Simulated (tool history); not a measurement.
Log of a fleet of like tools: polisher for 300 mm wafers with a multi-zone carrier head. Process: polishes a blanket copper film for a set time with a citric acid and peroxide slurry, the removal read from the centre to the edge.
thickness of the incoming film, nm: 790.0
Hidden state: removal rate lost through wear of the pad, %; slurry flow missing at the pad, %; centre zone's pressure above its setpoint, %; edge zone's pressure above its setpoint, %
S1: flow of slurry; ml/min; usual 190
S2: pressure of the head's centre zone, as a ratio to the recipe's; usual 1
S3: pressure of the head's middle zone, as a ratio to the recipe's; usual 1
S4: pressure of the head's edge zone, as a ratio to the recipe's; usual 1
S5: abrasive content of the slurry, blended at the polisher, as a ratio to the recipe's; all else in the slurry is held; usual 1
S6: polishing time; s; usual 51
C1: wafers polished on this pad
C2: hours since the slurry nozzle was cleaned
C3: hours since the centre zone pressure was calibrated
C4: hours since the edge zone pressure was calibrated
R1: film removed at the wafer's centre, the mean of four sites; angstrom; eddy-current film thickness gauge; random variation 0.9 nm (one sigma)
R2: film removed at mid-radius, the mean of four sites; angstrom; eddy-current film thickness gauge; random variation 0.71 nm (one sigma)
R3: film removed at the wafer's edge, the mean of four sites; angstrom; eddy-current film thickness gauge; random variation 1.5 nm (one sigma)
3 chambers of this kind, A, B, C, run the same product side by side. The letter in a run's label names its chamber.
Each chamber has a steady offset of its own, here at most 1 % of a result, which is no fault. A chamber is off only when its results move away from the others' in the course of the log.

run   hour   S1  S2  S3  S4    S5  S6    C1     C2     C3     C4      R1      R2      R3
       7.7  -- chamber B: worn pad replaced by a new one
 1B    8.4  190   1   1   1     1  51     8  441.5  101.6  222.7  1087.4  1065.2    1074
       9.5  -- chamber C: centre zone pressure recalibrated
 2C   16.5  190   1   1   1     1  51   566  112.4    7.1    445  1080.8  1057.2  1071.5
 3A   29.5  190   1   1   1     1  51   737  203.5  508.3  195.2    1067  1059.8  1073.1
      36.8  -- chamber A: worn pad replaced by a new one
 4C   39.6  190   1   1   1     1  51   834  135.5   30.2  468.1  1049.9  1050.9  1082.3
 5A   50.6  190   1   1   1     1  51   160  224.6  529.4  216.3  1065.7  1067.7  1037.2
 6B   62.6  190   1   1   1     1  51   638  495.7  155.8  276.9  1080.5  1068.1  1076.5
      64.1  -- chamber B: worn pad replaced by a new one
 7A   71.7  150   1   1   1     1  51   405  245.7  550.5  237.4  993.28  1007.3  1001.3
 8C   82.6  150   1   1   1     1  51  1334  178.5   73.2  511.1  1009.2  1007.8  1037.3
 9B   91.2  150   1   1   1     1  51   315  524.3  184.4  305.5  1016.1  1027.3  1051.7
      92.2  -- chamber C: worn pad replaced by a new one
        95  -- chamber A: worn pad replaced by a new one
10A    101  190   1   1   1     1  51    69    275  579.8  266.7  1052.7  1052.6  1042.2
11B    114  190   1   1   1     1  51   580  547.1  207.2  328.3  1059.7  1059.7  1069.6
12C  121.4  190   1   1   1     1  51   339  217.3    112  549.9  1045.3  1054.8    1051
     127.3  -- chamber B: worn pad replaced by a new one
     130.7  -- chamber A: edge zone pressure recalibrated
13A  132.4  190   1   1   1     1  51   434  306.4  611.2    1.7  1043.6  1032.4  1005.9
14C  140.6  190   1   1   1     1  51   562  236.5  131.2  569.1  1059.3  1058.6    1087
15B  148.2  190   1   1   1     1  51   243  581.3  241.4  362.5    1086  1056.4  1084.1
     156.4  -- chamber B: slurry nozzle cleaned
16A  157.1  190   1   1   1     1  51   721  331.1  635.9   26.4  1044.9  1049.6  1067.7
17B  165.5  190   1   1   1     1  51   444    9.1  258.7  379.8  1073.6  1059.5  1073.6
     166.1  -- chamber A: worn pad replaced by a new one
18C  176.7  190   1   1   1     1  51   982  272.6  167.3  605.2  1054.3  1044.6  1080.3
19C  182.7  190   1   1   1     1  51  1051  278.6  173.3  611.2  1045.1    1061  1057.4
20B  188.8  190   1   1   1     1  51   715   32.4    282  403.1  1071.4  1063.5  1091.3
     196.1  -- chamber C: worn pad replaced by a new one
     196.1  -- chamber B: worn pad replaced by a new one
21A  197.6  190   1   1   1   0.9  45   366  371.6  676.4   66.9  880.89  880.38  889.68
22C  205.2  190   1   1   1   0.9  45   106  301.1  195.8  633.7  924.12  913.39  903.53
23B  216.6  190   1   1   1   0.9  45   239   60.2  309.8  430.9  922.74  913.79  923.13
     224.8  -- chamber A: worn pad replaced by a new one
24A    227  190   1   1   1     1  51    26    401  705.8   96.3  1014.7  1024.9  1039.1
25A  233.2  190   1   1   1     1  51    98  407.2    712  102.5  1004.4  1013.5  1034.3
26B  241.2  190   1   1   1     1  51   525   84.8  334.4  455.5  1076.7  1060.2  1072.2
27C  249.8  190   1   1   1     1  51   624  345.7  240.4  678.3  1058.8  1051.9    1057
     254.1  -- chamber B: worn pad replaced by a new one
28A    258  190   1   1   1     1  51   386    432  736.8  127.3  989.03  992.54  1033.6
29C  270.2  190   1   1   1     1  51   861  366.1  260.8  698.7  1052.6  1050.9  1066.5
     274.8  -- chamber A: centre zone pressure recalibrated
30B  277.8  190   1   1   1     1  51   276  121.4    371  492.1  1071.8  1052.5  1089.5
31A  283.7  190   1   1   1     1  51   685  457.7    8.9    153  997.95   993.9  1010.5
32B  291.3  190   1   1   1     1  51   433  134.9  384.5  505.6  1073.9  1065.4  1077.6
     294.8  -- chamber A: worn pad replaced by a new one
     301.2  -- chamber C: worn pad replaced by a new one
33C  301.6  190   1   1   1     1  51     4  397.5  292.2  730.1  1055.2  1058.4  1062.1
34A  312.8  190   1   1   1     1  51   209  486.8     38  182.1  979.94  999.55  990.86
     320.7  -- chamber B: worn pad replaced by a new one
35B  325.3  165   1   1   1  0.85  51    54  168.9  418.5  539.6    1028  988.73  1013.6

Is one chamber off against the others, does the gauge drift, or is nothing wrong? If a chamber is off, say which, and what the likeliest cause is.

Chamber A drifts away from the others.
Cause: slurry flow missing at the pad, % = 33.3.

Here are 4 candidates for chamber A's next run, each the usual settings with a change, their results left as question marks. Which one brings its results back in line with what the others give on the usual settings?
In line means no further than this from the other chambers' mean on the usual settings: R1 32 angstrom; R2 25 angstrom; R3 52 angstrom
36A-1  334.9  185  0.98  0.99  1.01   1  48                   ?   ?   ?
36A-2  334.9  180  0.97  0.99  1.01   1  46                   ?   ?   ?
36A-3  334.9  195  1.02  1.01  0.99   1  54                   ?   ?   ?
36A-4  334.9  200  1.03  1.01  0.99   1  56                   ?   ?   ?

The other chambers' mean on the usual settings: R1 1064.4 angstrom; R2 1057.6 angstrom; R3 1067.5 angstrom
  run      R1      R2      R3
36A-1  888.79  904.01  938.19
36A-2  836.08  860.79  895.04
36A-3  1058.8  1047.8  1053.1
36A-4  1116.8  1092.6  1096.4
36A-3 brings the chamber back in line.

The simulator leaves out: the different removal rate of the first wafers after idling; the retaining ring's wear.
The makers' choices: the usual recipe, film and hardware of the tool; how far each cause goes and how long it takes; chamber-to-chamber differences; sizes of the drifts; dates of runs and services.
